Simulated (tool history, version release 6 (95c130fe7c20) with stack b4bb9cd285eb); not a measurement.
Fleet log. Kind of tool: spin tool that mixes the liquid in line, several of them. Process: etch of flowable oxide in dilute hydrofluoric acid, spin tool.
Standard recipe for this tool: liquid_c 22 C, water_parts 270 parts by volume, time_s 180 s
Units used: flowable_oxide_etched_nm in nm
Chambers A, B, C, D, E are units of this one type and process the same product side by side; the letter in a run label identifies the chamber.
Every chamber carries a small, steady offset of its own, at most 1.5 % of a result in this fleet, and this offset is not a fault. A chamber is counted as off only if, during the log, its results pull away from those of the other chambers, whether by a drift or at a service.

run   hour  liquid_c  water_parts  time_s  hours since the thermometer was replaced  hours since the hydrofluoric acid flow meter was replaced  read-back film thickness of the flowable oxide reference wafer, read on the same gauge (nm)  flowable_oxide_etched_nm
 1E    2.9        22          270     180                                     597.2                                                      236.2                                                                                       120.02                    15.143
 2D    6.6        22          270     180                                       9.7                                                      702.2                                                                                       119.98                    15.056
 3B    9.7        22          270     180                                    1960.2                                                      388.5                                                                                          120                    14.867
 4C   12.4        22          270     180                                    1505.4                                                      622.6                                                                                       119.99                    15.194
 5A   15.9        22          270     180                                      1094                                                      914.9                                                                                          120                    15.035
 6D   20.1        22          270     180                                      23.2                                                      715.7                                                                                       120.02                    14.983
      23.4  -- chamber D: hydrofluoric acid flow meter replaced
 7E   23.5        22          270     180                                     617.8                                                      256.8                                                                                          120                    15.142
 8B   26.1        22          270     180                                    1976.6                                                      404.9                                                                                          120                    14.964
 9A   28.5        22          270     180                                    1106.6                                                      927.5                                                                                       120.01                    14.967
10C     32        22          270     180                                      1525                                                      642.2                                                                                       120.01                    15.195
11C   34.8        22          270     125                                    1527.8                                                        645                                                                                       120.02                     10.54
12A   39.1        22          270     125                                    1117.2                                                      938.1                                                                                       119.99                    10.491
13B   41.8        22          270     125                                    1992.3                                                      420.6                                                                                       119.98                    10.291
14E   44.3        22          270     125                                     638.6                                                      277.6                                                                                       119.99                    10.503
15D   48.5        22          270     125                                      51.6                                                       25.1                                                                                       120.02                    10.416
16C   51.1        22          270     180                                    1544.1                                                      661.3                                                                                       120.04                    15.193
17A   54.1        22          270     180                                    1132.2                                                      953.1                                                                                       120.01                    15.032
18B   58.3        22          270     180                                    2008.8                                                      437.1                                                                                       120.03                    14.821
19E   61.9        22          270     180                                     656.2                                                      295.2                                                                                       119.99                    15.008
20D     65        22          180     230                                      68.1                                                       41.6                                                                                          120                    31.467
21C   69.6        22          180     230                                    1562.6                                                      679.8                                                                                          120                     31.99
22A   72.3        22          180     230                                    1150.4                                                      971.3                                                                                       119.99                    31.938
23E   76.1        22          180     230                                     670.4                                                      309.4                                                                                       120.03                    31.576
24B   78.3        22          180     230                                    2028.8                                                      457.1                                                                                       120.02                     31.39
25D   80.4        22          270     180                                      83.5                                                         57                                                                                       120.01                    15.089
26B   83.3        22          330     245                                    2033.8                                                      462.1                                                                                       120.01                    15.506
27A   87.7        22          330     245                                    1165.8                                                      986.7                                                                                          120                      15.8
28C   90.6        22          330     245                                    1583.6                                                      700.8                                                                                       120.01                    15.896
29D   93.6        22          330     245                                      96.7                                                       70.2                                                                                       119.99                    15.911
30E     98        22          330     245                                     692.3                                                      331.3                                                                                       119.98                    15.906
31B  101.8        22          270     230                                    2052.3                                                      480.6                                                                                       119.98                    19.037

Next, every chamber runs the same settings. What will each give?
32A  105.1        22          270     180                                                                                                                                                                                                                           ?
32B  105.1        22          270     180                                                                                                                                                                                                                           ?
32C  105.1        22          270     180                                                                                                                                                                                                                           ?
32D  105.1        22          270     180                                                                                                                                                                                                                           ?
32E  105.1        22          270     180                                                                                                                                                                                                                           ?

run  flowable_oxide_etched_nm
32A                    14.977
32B                    14.856
32C                    15.051
32D                    14.986
32E                    15.011
